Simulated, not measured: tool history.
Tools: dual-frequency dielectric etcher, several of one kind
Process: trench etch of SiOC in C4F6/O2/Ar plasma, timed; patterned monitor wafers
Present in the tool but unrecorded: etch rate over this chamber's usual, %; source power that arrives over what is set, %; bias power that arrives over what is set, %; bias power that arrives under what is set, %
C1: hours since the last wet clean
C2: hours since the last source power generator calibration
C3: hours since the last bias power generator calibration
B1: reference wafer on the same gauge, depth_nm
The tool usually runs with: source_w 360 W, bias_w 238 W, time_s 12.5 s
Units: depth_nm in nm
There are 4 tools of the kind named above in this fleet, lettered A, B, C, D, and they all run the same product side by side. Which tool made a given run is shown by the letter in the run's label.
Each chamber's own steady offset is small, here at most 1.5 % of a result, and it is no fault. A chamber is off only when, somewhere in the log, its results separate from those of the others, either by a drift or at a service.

run 1A hour=4.5 | source_w=360 bias_w=238 time_s=12.5 | C1=375.5 C2=1415.8 C3=1228.9 | B1=31.393 | depth_nm=27.473
run 2D hour=9.5 | source_w=360 bias_w=238 time_s=12.5 | C1=158.6 C2=75.4 C3=3483.5 | B1=31.384 | depth_nm=27.4
run 3B hour=16.8 | source_w=360 bias_w=238 time_s=12.5 | C1=422.1 C2=2382.9 C3=1566.1 | B1=31.411 | depth_nm=27.196
-- hour=19.9 chamber B: wet clean of the chamber
run 4C hour=23.4 | source_w=360 bias_w=238 time_s=12.5 | C1=96.2 C2=1721.9 C3=998.2 | B1=31.392 | depth_nm=27.212
run 5D hour=31.6 | source_w=360 bias_w=238 time_s=12.5 | C1=180.7 C2=97.5 C3=3505.6 | B1=31.401 | depth_nm=27.577
run 6B hour=40 | source_w=360 bias_w=238 time_s=12.5 | C1=20.1 C2=2406.1 C3=1589.3 | B1=31.388 | depth_nm=27.088
run 7C hour=49.4 | source_w=360 bias_w=238 time_s=12.5 | C1=122.2 C2=1747.9 C3=1024.2 | B1=31.395 | depth_nm=27.028
run 8A hour=56.6 | source_w=360 bias_w=238 time_s=12.5 | C1=427.6 C2=1467.9 C3=1281 | B1=31.394 | depth_nm=27.396
run 9D hour=62.3 | source_w=360 bias_w=238 time_s=12.5 | C1=211.4 C2=128.2 C3=3536.3 | B1=31.431 | depth_nm=27.478
run 10B hour=68.9 | source_w=360 bias_w=211 time_s=16 | C1=49 C2=2435 C3=1618.2 | B1=31.357 | depth_nm=33.578
run 11A hour=77.3 | source_w=360 bias_w=211 time_s=16 | C1=448.3 C2=1488.6 C3=1301.7 | B1=31.411 | depth_nm=33.889
run 12C hour=81.5 | source_w=360 bias_w=211 time_s=16 | C1=154.3 C2=1780 C3=1056.3 | B1=31.425 | depth_nm=33.369
run 13C hour=89.5 | source_w=360 bias_w=211 time_s=16 | C1=162.3 C2=1788 C3=1064.3 | B1=31.407 | depth_nm=33.15
run 14A hour=95.5 | source_w=360 bias_w=238 time_s=12.5 | C1=466.5 C2=1506.8 C3=1319.9 | B1=31.385 | depth_nm=27.355
run 15D hour=99.8 | source_w=360 bias_w=238 time_s=12.5 | C1=248.9 C2=165.7 C3=3573.8 | B1=31.397 | depth_nm=27.587
run 16B hour=104.4 | source_w=360 bias_w=238 time_s=12.5 | C1=84.5 C2=2470.5 C3=1653.7 | B1=31.4 | depth_nm=27.261
-- hour=106.2 chamber A: wet clean of the chamber
run 17A hour=110.6 | source_w=360 bias_w=238 time_s=12.5 | C1=4.4 C2=1521.9 C3=1335 | B1=31.409 | depth_nm=27.245
run 18C hour=117.3 | source_w=360 bias_w=238 time_s=12.5 | C1=190.1 C2=1815.8 C3=1092.1 | B1=31.397 | depth_nm=27.147
run 19D hour=125 | source_w=360 bias_w=238 time_s=12.5 | C1=274.1 C2=190.9 C3=3599 | B1=31.385 | depth_nm=27.524
run 20B hour=129.1 | source_w=360 bias_w=238 time_s=12.5 | C1=109.2 C2=2495.2 C3=1678.4 | B1=31.42 | depth_nm=27.189
run 21C hour=133.5 | source_w=360 bias_w=238 time_s=12.5 | C1=206.3 C2=1832 C3=1108.3 | B1=31.408 | depth_nm=27.217
run 22D hour=139.3 | source_w=360 bias_w=238 time_s=12.5 | C1=288.4 C2=205.2 C3=3613.3 | B1=31.407 | depth_nm=27.667
run 23A hour=145.8 | source_w=360 bias_w=238 time_s=12.5 | C1=39.6 C2=1557.1 C3=1370.2 | B1=31.407 | depth_nm=27.518
run 24B hour=152.5 | source_w=360 bias_w=238 time_s=12.5 | C1=132.6 C2=2518.6 C3=1701.8 | B1=31.388 | depth_nm=27.22
run 25D hour=156.6 | source_w=360 bias_w=238 time_s=12.5 | C1=305.7 C2=222.5 C3=3630.6 | B1=31.419 | depth_nm=27.546
run 26B hour=162.6 | source_w=360 bias_w=238 time_s=12.5 | C1=142.7 C2=2528.7 C3=1711.9 | B1=31.368 | depth_nm=27.401
run 27A hour=169.7 | source_w=360 bias_w=238 time_s=12.5 | C1=63.5 C2=1581 C3=1394.1 | B1=31.413 | depth_nm=27.439
run 28C hour=177.1 | source_w=360 bias_w=238 time_s=12.5 | C1=249.9 C2=1875.6 C3=1151.9 | B1=31.404 | depth_nm=27.085
run 29B hour=185.5 | source_w=360 bias_w=238 time_s=12.5 | C1=165.6 C2=2551.6 C3=1734.8 | B1=31.391 | depth_nm=27.476
run 30C hour=190 | source_w=360 bias_w=238 time_s=12.5 | C1=262.8 C2=1888.5 C3=1164.8 | B1=31.407 | depth_nm=27.16
run 31D hour=194.1 | source_w=430 bias_w=217 time_s=12.5 | C1=343.2 C2=260 C3=3668.1 | B1=31.399 | depth_nm=28.767
run 32A hour=202.2 | source_w=430 bias_w=217 time_s=12.5 | C1=96 C2=1613.5 C3=1426.6 | B1=31.413 | depth_nm=28.416

For the next run the whole fleet of 4 chambers uses the same settings. Give each chamber's results:
run 33A hour=209 | source_w=330 bias_w=238 time_s=12.5 | depth_nm=?
run 33B hour=209 | source_w=330 bias_w=238 time_s=12.5 | depth_nm=?
run 33C hour=209 | source_w=330 bias_w=238 time_s=12.5 | depth_nm=?
run 33D hour=209 | source_w=330 bias_w=238 time_s=12.5 | depth_nm=?

run=33A depth_nm=26.49
run=33B depth_nm=26.454
run=33C depth_nm=26.256
run=33D depth_nm=26.669
